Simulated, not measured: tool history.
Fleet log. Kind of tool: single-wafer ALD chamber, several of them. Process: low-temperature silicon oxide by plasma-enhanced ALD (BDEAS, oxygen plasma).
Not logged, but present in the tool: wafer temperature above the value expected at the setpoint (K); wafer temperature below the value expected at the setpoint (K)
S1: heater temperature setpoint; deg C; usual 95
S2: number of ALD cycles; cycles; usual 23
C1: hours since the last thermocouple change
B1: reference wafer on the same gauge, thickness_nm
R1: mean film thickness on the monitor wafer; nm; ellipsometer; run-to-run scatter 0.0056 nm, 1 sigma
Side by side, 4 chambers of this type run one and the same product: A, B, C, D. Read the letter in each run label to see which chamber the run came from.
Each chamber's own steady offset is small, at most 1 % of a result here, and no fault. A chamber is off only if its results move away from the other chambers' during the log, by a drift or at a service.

| run | hour | S1 | S2 | C1 | B1 | R1 |
|---|---|---|---|---|---|---|
| 1D | 3.2 | 95 | 23 | 908.6 | 3.0922 | 3.3478 |
| 2A | 7.7 | 95 | 23 | 1477.2 | 3.0917 | 3.3713 |
| 3C | 11.4 | 95 | 23 | 742.1 | 3.0911 | 3.3401 |
| 4B | 15 | 95 | 23 | 765.4 | 3.0921 | 3.3467 |
| 5C | 17.7 | 95 | 23 | 748.4 | 3.0932 | 3.3371 |
| 6D | 20.1 | 95 | 23 | 925.5 | 3.0922 | 3.3581 |
| 7A | 24.3 | 95 | 19 | 1493.8 | 3.0925 | 2.7926 |
| 8B | 29.7 | 95 | 19 | 780.1 | 3.094 | 2.7665 |
| 9B | 32.1 | 95 | 19 | 782.5 | 3.0975 | 2.7692 |
| 10C | 37.1 | 95 | 19 | 767.8 | 3.0967 | 2.772 |
|  | 37.4 | chamber A: thermocouple changed; heater temperature recalibrated |
| 11D | 41.6 | 95 | 23 | 947 | 3.0975 | 3.3531 |
| 12A | 44.3 | 95 | 23 | 6.9 | 3.0962 | 3.3853 |
| 13D | 47.4 | 95 | 23 | 952.8 | 3.0991 | 3.3543 |
| 14A | 51.1 | 95 | 23 | 13.7 | 3.0984 | 3.3866 |
| 15C | 55.9 | 95 | 23 | 786.6 | 3.1003 | 3.3438 |
| 16B | 60.2 | 95 | 23 | 810.6 | 3.0997 | 3.3539 |
| 17C | 65 | 95 | 23 | 795.7 | 3.1012 | 3.3519 |
| 18A | 68.3 | 95 | 23 | 30.9 | 3.1011 | 3.3743 |
| 19B | 72.4 | 95 | 23 | 822.8 | 3.1027 | 3.3545 |
| 20D | 77.4 | 95 | 23 | 982.8 | 3.1038 | 3.3613 |
| 21D | 81.5 | 95 | 23 | 986.9 | 3.1015 | 3.3678 |
| 22A | 85.9 | 95 | 23 | 48.5 | 3.1027 | 3.3908 |
| 23B | 89.9 | 106 | 23 | 840.3 | 3.105 | 3.2639 |
| 24C | 94.1 | 106 | 23 | 824.8 | 3.1064 | 3.2684 |
| 25C | 97.6 | 106 | 23 | 828.3 | 3.107 | 3.2721 |
| 26D | 100.7 | 106 | 23 | 1006.1 | 3.1071 | 3.2607 |
| 27A | 104.5 | 95 | 23 | 67.1 | 3.1072 | 3.3813 |
| 28B | 107.1 | 95 | 23 | 857.5 | 3.109 | 3.36 |
| 29C | 111.9 | 95 | 23 | 842.6 | 3.1085 | 3.349 |
| 30A | 115.6 | 95 | 23 | 78.2 | 3.1095 | 3.3868 |
| 31B | 119.6 | 95 | 23 | 870 | 3.1109 | 3.3569 |
| 32D | 122.1 | 100 | 23 | 1027.5 | 3.1102 | 3.3134 |
| 33D | 125.7 | 100 | 23 | 1031.1 | 3.1104 | 3.2932 |

Which is it: a chamber that has drifted or been left off by a service, a gauge drift common to all chambers, or only each chamber's usual small offset? If a chamber is off, name it and its likeliest cause.

Every chamber seems to shift together because the gauge that measures them all drifts; the chambers themselves are fine.
What lies behind it: gauge reads high (%) = 0.695.

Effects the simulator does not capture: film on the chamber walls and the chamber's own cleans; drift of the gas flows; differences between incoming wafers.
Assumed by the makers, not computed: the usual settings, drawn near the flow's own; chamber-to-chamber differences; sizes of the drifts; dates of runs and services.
